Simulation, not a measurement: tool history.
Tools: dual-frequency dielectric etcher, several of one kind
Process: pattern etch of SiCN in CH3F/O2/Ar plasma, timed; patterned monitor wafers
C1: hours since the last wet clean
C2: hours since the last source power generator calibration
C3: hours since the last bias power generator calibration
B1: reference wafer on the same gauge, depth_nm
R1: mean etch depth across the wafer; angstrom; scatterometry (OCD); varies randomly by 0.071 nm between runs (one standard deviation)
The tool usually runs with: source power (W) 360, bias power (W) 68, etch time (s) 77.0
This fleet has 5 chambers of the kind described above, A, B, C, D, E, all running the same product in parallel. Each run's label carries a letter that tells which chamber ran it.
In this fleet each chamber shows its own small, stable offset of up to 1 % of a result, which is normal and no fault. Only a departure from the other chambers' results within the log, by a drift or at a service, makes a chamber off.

{"run": "1C", "hour": 12.5, "source power (W)": 360, "bias power (W)": 68, "etch time (s)": 77.0, "C1": 303.6, "C2": 1133.5, "C3": 1838.4, "B1": 29.777, "R1": 273.36}
{"run": "2B", "hour": 23.2, "source power (W)": 360, "bias power (W)": 68, "etch time (s)": 77.0, "C1": 116.8, "C2": 3487.5, "C3": 467.9, "B1": 29.794, "R1": 271.85}
{"hour": 29.6, "done": "chamber A: wet clean of the chamber"}
{"run": "3D", "hour": 33.6, "source power (W)": 360, "bias power (W)": 68, "etch time (s)": 77.0, "C1": 266.2, "C2": 2641.0, "C3": 1225.6, "B1": 29.802, "R1": 272.48}
{"run": "4A", "hour": 43.0, "source power (W)": 360, "bias power (W)": 68, "etch time (s)": 77.0, "C1": 13.4, "C2": 799.6, "C3": 963.9, "B1": 29.787, "R1": 272.77}
{"run": "5E", "hour": 52.5, "source power (W)": 360, "bias power (W)": 68, "etch time (s)": 77.0, "C1": 270.6, "C2": 2001.7, "C3": 2143.4, "B1": 29.773, "R1": 272.5}
{"run": "6C", "hour": 68.0, "source power (W)": 360, "bias power (W)": 68, "etch time (s)": 77.0, "C1": 359.1, "C2": 1189.0, "C3": 1893.9, "B1": 29.789, "R1": 273.62}
{"run": "7D", "hour": 77.9, "source power (W)": 360, "bias power (W)": 68, "etch time (s)": 77.0, "C1": 310.5, "C2": 2685.3, "C3": 1269.9, "B1": 29.787, "R1": 271.62}
{"run": "8A", "hour": 91.4, "source power (W)": 360, "bias power (W)": 68, "etch time (s)": 77.0, "C1": 61.8, "C2": 848.0, "C3": 1012.3, "B1": 29.79, "R1": 272.47}
{"run": "9E", "hour": 106.9, "source power (W)": 360, "bias power (W)": 68, "etch time (s)": 77.0, "C1": 325.0, "C2": 2056.1, "C3": 2197.8, "B1": 29.779, "R1": 271.9}
{"run": "10B", "hour": 123.2, "source power (W)": 360, "bias power (W)": 68, "etch time (s)": 77.0, "C1": 216.8, "C2": 3587.5, "C3": 567.9, "B1": 29.81, "R1": 271.75}
{"hour": 129.2, "done": "chamber C: wet clean of the chamber"}
{"run": "11E", "hour": 132.0, "source power (W)": 360, "bias power (W)": 68, "etch time (s)": 77.0, "C1": 350.1, "C2": 2081.2, "C3": 2222.9, "B1": 29.814, "R1": 271.58}
{"run": "12B", "hour": 145.6, "source power (W)": 310, "bias power (W)": 61, "etch time (s)": 77.0, "C1": 239.2, "C2": 3609.9, "C3": 590.3, "B1": 29.8, "R1": 247.24}
{"hour": 146.0, "done": "chamber C: bias power generator calibrated"}
{"run": "13A", "hour": 156.1, "source power (W)": 310, "bias power (W)": 61, "etch time (s)": 77.0, "C1": 126.5, "C2": 912.7, "C3": 1077.0, "B1": 29.803, "R1": 248.78}
{"hour": 161.5, "done": "chamber D: wet clean of the chamber"}
{"run": "14C", "hour": 165.2, "source power (W)": 310, "bias power (W)": 61, "etch time (s)": 77.0, "C1": 36.1, "C2": 1286.2, "C3": 19.2, "B1": 29.807, "R1": 249.08}
{"run": "15D", "hour": 174.2, "source power (W)": 310, "bias power (W)": 61, "etch time (s)": 77.0, "C1": 12.7, "C2": 2781.6, "C3": 1366.2, "B1": 29.796, "R1": 246.77}
{"run": "16E", "hour": 189.9, "source power (W)": 310, "bias power (W)": 61, "etch time (s)": 77.0, "C1": 408.0, "C2": 2139.1, "C3": 2280.8, "B1": 29.809, "R1": 247.04}
{"run": "17C", "hour": 206.5, "source power (W)": 400, "bias power (W)": 55, "etch time (s)": 77.0, "C1": 77.4, "C2": 1327.5, "C3": 60.5, "B1": 29.802, "R1": 265.17}
{"run": "18B", "hour": 217.7, "source power (W)": 400, "bias power (W)": 55, "etch time (s)": 77.0, "C1": 311.3, "C2": 3682.0, "C3": 662.4, "B1": 29.804, "R1": 264.11}
{"run": "19D", "hour": 225.5, "source power (W)": 400, "bias power (W)": 55, "etch time (s)": 77.0, "C1": 64.0, "C2": 2832.9, "C3": 1417.5, "B1": 29.803, "R1": 262.86}
{"hour": 231.2, "done": "chamber E: wet clean of the chamber"}
{"run": "20A", "hour": 233.3, "source power (W)": 400, "bias power (W)": 55, "etch time (s)": 77.0, "C1": 203.7, "C2": 989.9, "C3": 1154.2, "B1": 29.784, "R1": 263.8}
{"run": "21B", "hour": 247.9, "source power (W)": 400, "bias power (W)": 55, "etch time (s)": 77.0, "C1": 341.5, "C2": 3712.2, "C3": 692.6, "B1": 29.787, "R1": 263.08}
{"run": "22E", "hour": 259.7, "source power (W)": 360, "bias power (W)": 68, "etch time (s)": 77.0, "C1": 28.5, "C2": 2208.9, "C3": 2350.6, "B1": 29.794, "R1": 270.23}
{"run": "23A", "hour": 273.2, "source power (W)": 360, "bias power (W)": 68, "etch time (s)": 77.0, "C1": 243.6, "C2": 1029.8, "C3": 1194.1, "B1": 29.797, "R1": 272.52}
{"run": "24D", "hour": 281.7, "source power (W)": 360, "bias power (W)": 68, "etch time (s)": 77.0, "C1": 120.2, "C2": 2889.1, "C3": 1473.7, "B1": 29.804, "R1": 273.19}
{"run": "25C", "hour": 298.0, "source power (W)": 360, "bias power (W)": 68, "etch time (s)": 77.0, "C1": 168.9, "C2": 1419.0, "C3": 152.0, "B1": 29.799, "R1": 273.85}
{"hour": 303.8, "done": "chamber B: wet clean of the chamber"}
{"run": "26E", "hour": 308.1, "source power (W)": 360, "bias power (W)": 68, "etch time (s)": 77.0, "C1": 76.9, "C2": 2257.3, "C3": 2399.0, "B1": 29.809, "R1": 271.44}
{"run": "27A", "hour": 320.9, "source power (W)": 360, "bias power (W)": 68, "etch time (s)": 77.0, "C1": 291.3, "C2": 1077.5, "C3": 1241.8, "B1": 29.796, "R1": 273.11}
{"run": "28B", "hour": 335.9, "source power (W)": 360, "bias power (W)": 68, "etch time (s)": 77.0, "C1": 32.2, "C2": 3800.2, "C3": 780.6, "B1": 29.789, "R1": 271.78}
{"run": "29D", "hour": 350.1, "source power (W)": 360, "bias power (W)": 68, "etch time (s)": 77.0, "C1": 188.6, "C2": 2957.5, "C3": 1542.1, "B1": 29.803, "R1": 273.56}
{"run": "30C", "hour": 359.8, "source power (W)": 360, "bias power (W)": 68, "etch time (s)": 77.0, "C1": 230.7, "C2": 1480.8, "C3": 213.8, "B1": 29.799, "R1": 273.41}
{"run": "31A", "hour": 367.4, "source power (W)": 360, "bias power (W)": 68, "etch time (s)": 77.0, "C1": 337.8, "C2": 1124.0, "C3": 1288.3, "B1": 29.784, "R1": 274.06}
{"run": "32D", "hour": 378.9, "source power (W)": 360, "bias power (W)": 68, "etch time (s)": 77.0, "C1": 217.4, "C2": 2986.3, "C3": 1570.9, "B1": 29.802, "R1": 271.91}
{"run": "33B", "hour": 387.3, "source power (W)": 360, "bias power (W)": 68, "etch time (s)": 77.0, "C1": 83.6, "C2": 3851.6, "C3": 832.0, "B1": 29.787, "R1": 273.46}
{"run": "34E", "hour": 398.9, "source power (W)": 360, "bias power (W)": 68, "etch time (s)": 77.0, "C1": 167.7, "C2": 2348.1, "C3": 2489.8, "B1": 29.779, "R1": 270.85}
{"run": "35C", "hour": 411.4, "source power (W)": 360, "bias power (W)": 68, "etch time (s)": 77.0, "C1": 282.3, "C2": 1532.4, "C3": 265.4, "B1": 29.782, "R1": 273.88}
{"run": "36E", "hour": 424.5, "source power (W)": 360, "bias power (W)": 68, "etch time (s)": 77.0, "C1": 193.3, "C2": 2373.7, "C3": 2515.4, "B1": 29.795, "R1": 272.67}
{"run": "37C", "hour": 440.7, "source power (W)": 360, "bias power (W)": 61, "etch time (s)": 68.5, "C1": 311.6, "C2": 1561.7, "C3": 294.7, "B1": 29.794, "R1": 235.13}
{"run": "38B", "hour": 454.7, "source power (W)": 360, "bias power (W)": 61, "etch time (s)": 68.5, "C1": 151.0, "C2": 3919.0, "C3": 899.4, "B1": 29.785, "R1": 233.04}
{"hour": 460.0, "done": "chamber A: wet clean of the chamber"}
{"run": "39D", "hour": 464.3, "source power (W)": 360, "bias power (W)": 61, "etch time (s)": 68.5, "C1": 302.8, "C2": 3071.7, "C3": 1656.3, "B1": 29.791, "R1": 232.87}
{"run": "40A", "hour": 477.2, "source power (W)": 360, "bias power (W)": 61, "etch time (s)": 68.5, "C1": 17.2, "C2": 1233.8, "C3": 1398.1, "B1": 29.785, "R1": 234.67}
{"run": "41B", "hour": 485.3, "source power (W)": 360, "bias power (W)": 61, "etch time (s)": 68.5, "C1": 181.6, "C2": 3949.6, "C3": 930.0, "B1": 29.809, "R1": 233.02}
{"run": "42E", "hour": 499.5, "source power (W)": 310, "bias power (W)": 81, "etch time (s)": 77.0, "C1": 268.3, "C2": 2448.7, "C3": 2590.4, "B1": 29.784, "R1": 273.08}

Read the log: is a single chamber off, either drifting away or since a service, is the gauge that measures every chamber drifting, or is nothing wrong beyond small per-chamber offsets? Name any odd chamber and what most likely caused it.

Nothing is wrong: each chamber keeps only its own small, steady offset and the gauge holds still.

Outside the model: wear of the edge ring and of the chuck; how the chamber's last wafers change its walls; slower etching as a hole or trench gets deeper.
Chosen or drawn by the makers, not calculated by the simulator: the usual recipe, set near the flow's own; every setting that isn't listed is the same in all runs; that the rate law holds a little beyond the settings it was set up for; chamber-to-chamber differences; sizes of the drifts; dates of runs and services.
